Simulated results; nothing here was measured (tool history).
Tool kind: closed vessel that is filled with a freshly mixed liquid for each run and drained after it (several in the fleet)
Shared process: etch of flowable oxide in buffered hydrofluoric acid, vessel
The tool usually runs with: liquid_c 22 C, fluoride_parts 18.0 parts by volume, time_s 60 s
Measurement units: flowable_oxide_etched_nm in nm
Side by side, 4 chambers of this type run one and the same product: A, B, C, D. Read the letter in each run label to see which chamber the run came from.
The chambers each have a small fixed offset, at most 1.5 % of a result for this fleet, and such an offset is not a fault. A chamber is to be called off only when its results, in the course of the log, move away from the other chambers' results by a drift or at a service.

| run | hour | liquid_c | fluoride_parts | time_s | hours since the thermometer was replaced | hours since the hydrofluoric acid flow meter was replaced | read-back film thickness of the flowable oxide reference wafer, read on the same gauge (nm) | flowable_oxide_etched_nm |
|---|---|---|---|---|---|---|---|---|
| 1A | 2.8 | 22 | 18.0 | 60 | 1419.4 | 504.0 | 110.02 | 90.572 |
| 2B | 5.9 | 22 | 18.0 | 60 | 1633.4 | 529.0 | 110.00 | 90.449 |
| 3D | 10.0 | 22 | 18.0 | 60 | 1207.2 | 841.4 | 110.01 | 88.401 |
| 4C | 13.1 | 22 | 18.0 | 60 | 1678.2 | 1299.6 | 109.97 | 90.861 |
| 5D | 16.3 | 22 | 18.0 | 60 | 1213.5 | 847.7 | 109.98 | 89.074 |
| 6B | 20.9 | 22 | 18.0 | 60 | 1648.4 | 544.0 | 110.02 | 91.008 |
| 7C | 25.3 | 22 | 18.0 | 60 | 1690.4 | 1311.8 | 110.01 | 90.975 |
| 8A | 30.2 | 22 | 18.0 | 60 | 1446.8 | 531.4 | 110.01 | 90.755 |
| 9C | 32.5 | 22 | 18.0 | 60 | 1697.6 | 1319.0 | 110.03 | 90.852 |
| 10D | 34.7 | 22 | 18.0 | 60 | 1231.9 | 866.1 | 109.99 | 89.257 |
| 11A | 39.2 | 22 | 18.0 | 60 | 1455.8 | 540.4 | 109.96 | 90.739 |
| 12B | 43.9 | 22 | 18.0 | 60 | 1671.4 | 567.0 | 110.02 | 91.263 |
| 13C | 48.8 | 22 | 20.5 | 45 | 1713.9 | 1335.3 | 110.00 | 60.489 |
| 14B | 53.4 | 22 | 20.5 | 45 | 1680.9 | 576.5 | 110.01 | 60.528 |
| 15A | 57.5 | 22 | 20.5 | 45 | 1474.1 | 558.7 | 109.99 | 61.155 |
| 16D | 61.5 | 22 | 20.5 | 45 | 1258.7 | 892.9 | 110.01 | 59.380 |
| 17B | 63.9 | 22 | 18.0 | 60 | 1691.4 | 587.0 | 110.02 | 91.230 |
| 18A | 67.7 | 22 | 18.0 | 60 | 1484.3 | 568.9 | 110.04 | 92.387 |
| 19C | 71.7 | 22 | 18.0 | 60 | 1736.8 | 1358.2 | 109.99 | 90.393 |
| 20D | 74.3 | 22 | 18.0 | 60 | 1271.5 | 905.7 | 109.99 | 89.177 |
| 21C | 78.7 | 22 | 18.0 | 60 | 1743.8 | 1365.2 | 110.03 | 90.039 |
| 22B | 81.8 | 22 | 18.0 | 60 | 1709.3 | 604.9 | 109.96 | 90.928 |
| 23D | 86.6 | 22 | 20.5 | 60 | 1283.8 | 918.0 | 109.99 | 79.241 |
| 24A | 90.8 | 22 | 20.5 | 60 | 1507.4 | 592.0 | 110.01 | 83.123 |
| 25B | 94.2 | 22 | 20.5 | 60 | 1721.7 | 617.3 | 110.01 | 80.409 |
| 26C | 97.7 | 22 | 20.5 | 60 | 1762.8 | 1384.2 | 109.97 | 80.548 |
| 27D | 100.9 | 22 | 18.0 | 85 | 1298.1 | 932.3 | 110.01 | 125.900 |
| 28A | 103.1 | 22 | 18.0 | 85 | 1519.7 | 604.3 | 110.00 | 133.060 |
| 29B | 106.6 | 22 | 18.0 | 85 | 1734.1 | 629.7 | 109.99 | 128.280 |
| 30A | 108.9 | 22 | 18.0 | 85 | 1525.5 | 610.1 | 110.00 | 133.760 |
| 31C | 113.1 | 22 | 18.0 | 60 | 1778.2 | 1399.6 | 109.99 | 90.459 |
| 32D | 115.9 | 22 | 18.0 | 60 | 1313.1 | 947.3 | 110.03 | 89.209 |
| 33B | 119.8 | 22 | 18.0 | 60 | 1747.3 | 642.9 | 110.01 | 91.123 |
| 34C | 123.8 | 22 | 18.0 | 60 | 1788.9 | 1410.3 | 110.02 | 90.242 |
| 35D | 127.7 | 22 | 18.0 | 75 | 1324.9 | 959.1 | 110.03 | 112.010 |
| 36A | 130.7 | 22 | 18.0 | 75 | 1547.3 | 631.9 | 110.02 | 119.500 |
| 37B | 135.6 | 22 | 18.0 | 75 | 1763.1 | 658.7 | 110.02 | 114.260 |
| 38D | 138.5 | 22 | 18.0 | 75 | 1335.7 | 969.9 | 110.01 | 111.920 |

All 4 chambers run these settings next. Forecast each chamber's results:
| 39A | 142.0 | 22 | 18.0 | 60 |  |  |  | ? |
| 39B | 142.0 | 22 | 18.0 | 60 |  |  |  | ? |
| 39C | 142.0 | 22 | 18.0 | 60 |  |  |  | ? |
| 39D | 142.0 | 22 | 18.0 | 60 |  |  |  | ? |

| run | flowable_oxide_etched_nm |
|---|---|
| 39A | 96.404 |
| 39B | 91.323 |
| 39C | 90.001 |
| 39D | 89.579 |

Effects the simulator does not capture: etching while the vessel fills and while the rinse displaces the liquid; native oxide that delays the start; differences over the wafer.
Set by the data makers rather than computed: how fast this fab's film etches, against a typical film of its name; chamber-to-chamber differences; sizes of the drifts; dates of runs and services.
